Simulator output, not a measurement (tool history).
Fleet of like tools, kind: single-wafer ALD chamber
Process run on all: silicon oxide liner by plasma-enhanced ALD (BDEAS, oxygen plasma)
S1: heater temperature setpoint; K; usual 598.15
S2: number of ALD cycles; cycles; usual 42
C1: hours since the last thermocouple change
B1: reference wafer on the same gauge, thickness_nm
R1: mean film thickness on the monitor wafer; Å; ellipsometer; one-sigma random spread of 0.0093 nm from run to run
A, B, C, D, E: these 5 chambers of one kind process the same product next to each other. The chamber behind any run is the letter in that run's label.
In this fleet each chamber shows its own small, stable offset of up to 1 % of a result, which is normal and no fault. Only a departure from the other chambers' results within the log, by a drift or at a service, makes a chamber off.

run 1C hour=14.2 | S1=598.15 S2=42 | C1=602.7 | B1=3.3709 | R1=37.552
run 2D hour=21.9 | S1=598.15 S2=42 | C1=330.9 | B1=3.3713 | R1=37.538
run 3A hour=35.8 | S1=598.15 S2=42 | C1=412.4 | B1=3.3698 | R1=37.523
run 4B hour=44.7 | S1=598.15 S2=42 | C1=1629.8 | B1=3.3694 | R1=37.641
run 5E hour=53.6 | S1=598.15 S2=42 | C1=1070.3 | B1=3.3701 | R1=37.470
run 6C hour=68.0 | S1=608.15 S2=38 | C1=656.5 | B1=3.3708 | R1=33.467
run 7D hour=78.9 | S1=608.15 S2=38 | C1=387.9 | B1=3.3687 | R1=33.373
run 8A hour=85.9 | S1=608.15 S2=38 | C1=462.5 | B1=3.3697 | R1=33.471
run 9E hour=97.5 | S1=608.15 S2=38 | C1=1114.2 | B1=3.3684 | R1=33.444
run 10B hour=106.7 | S1=608.15 S2=38 | C1=1691.8 | B1=3.3712 | R1=33.605
run 11E hour=113.9 | S1=598.15 S2=42 | C1=1130.6 | B1=3.3697 | R1=37.519
run 12C hour=128.0 | S1=598.15 S2=42 | C1=716.5 | B1=3.3697 | R1=37.677
run 13D hour=138.2 | S1=598.15 S2=42 | C1=447.2 | B1=3.3708 | R1=37.467
run 14B hour=149.8 | S1=598.15 S2=42 | C1=1734.9 | B1=3.3698 | R1=37.734
run 15A hour=159.0 | S1=612.15 S2=42 | C1=535.6 | B1=3.3706 | R1=36.803
run 16E hour=167.5 | S1=612.15 S2=42 | C1=1184.2 | B1=3.3684 | R1=36.730
run 17C hour=181.2 | S1=612.15 S2=42 | C1=769.7 | B1=3.3711 | R1=36.784
run 18B hour=188.2 | S1=612.15 S2=42 | C1=1773.3 | B1=3.3693 | R1=36.948
run 19D hour=197.0 | S1=612.15 S2=42 | C1=506.0 | B1=3.3716 | R1=36.561
run 20A hour=206.9 | S1=598.15 S2=42 | C1=583.5 | B1=3.3690 | R1=37.430
run 21A hour=216.7 | S1=598.15 S2=42 | C1=593.3 | B1=3.3671 | R1=37.489
run 22E hour=224.6 | S1=598.15 S2=42 | C1=1241.3 | B1=3.3718 | R1=37.491
run 23D hour=236.6 | S1=598.15 S2=42 | C1=545.6 | B1=3.3696 | R1=37.447
run 24C hour=251.3 | S1=592.15 S2=48 | C1=839.8 | B1=3.3702 | R1=43.402
run 25B hour=262.5 | S1=592.15 S2=48 | C1=1847.6 | B1=3.3691 | R1=43.508
run 26C hour=270.8 | S1=592.15 S2=48 | C1=859.3 | B1=3.3690 | R1=43.151
run 27D hour=277.7 | S1=592.15 S2=48 | C1=586.7 | B1=3.3715 | R1=43.148
run 28B hour=287.9 | S1=592.15 S2=48 | C1=1873.0 | B1=3.3698 | R1=43.372
run 29E hour=295.7 | S1=611.15 S2=47 | C1=1312.4 | B1=3.3676 | R1=41.268
run 30A hour=307.4 | S1=611.15 S2=47 | C1=684.0 | B1=3.3669 | R1=41.231
run 31D hour=317.7 | S1=611.15 S2=47 | C1=626.7 | B1=3.3704 | R1=41.181
run 32B hour=328.5 | S1=611.15 S2=47 | C1=1913.6 | B1=3.3711 | R1=41.281
run 33E hour=340.6 | S1=611.15 S2=47 | C1=1357.3 | B1=3.3676 | R1=41.191
run 34A hour=350.0 | S1=598.15 S2=42 | C1=726.6 | B1=3.3693 | R1=37.518
run 35C hour=361.4 | S1=611.15 S2=42 | C1=949.9 | B1=3.3711 | R1=36.806
run 36C hour=374.0 | S1=611.15 S2=42 | C1=962.5 | B1=3.3680 | R1=36.948
run 37D hour=385.4 | S1=611.15 S2=42 | C1=694.4 | B1=3.3707 | R1=36.903
run 38B hour=395.8 | S1=611.15 S2=42 | C1=1980.9 | B1=3.3690 | R1=36.860
-- hour=397.0 chamber E: thermocouple changed; heater temperature recalibrated
run 39A hour=402.5 | S1=611.15 S2=42 | C1=779.1 | B1=3.3711 | R1=36.753
run 40E hour=413.2 | S1=598.15 S2=42 | C1=16.2 | B1=3.3702 | R1=37.428
run 41B hour=422.0 | S1=598.15 S2=42 | C1=2007.1 | B1=3.3704 | R1=37.554
run 42C hour=432.6 | S1=598.15 S2=42 | C1=1021.1 | B1=3.3700 | R1=37.613
run 43D hour=446.8 | S1=598.15 S2=42 | C1=755.8 | B1=3.3688 | R1=37.418
run 44A hour=454.1 | S1=598.15 S2=42 | C1=830.7 | B1=3.3716 | R1=37.501

Which is it: a chamber that has drifted or been left off by a service, a gauge drift common to all chambers, or only each chamber's usual small offset? If a chamber is off, name it and its likeliest cause.

The fleet is healthy, with each chamber sitting at its usual small offset and no drift in the gauge.

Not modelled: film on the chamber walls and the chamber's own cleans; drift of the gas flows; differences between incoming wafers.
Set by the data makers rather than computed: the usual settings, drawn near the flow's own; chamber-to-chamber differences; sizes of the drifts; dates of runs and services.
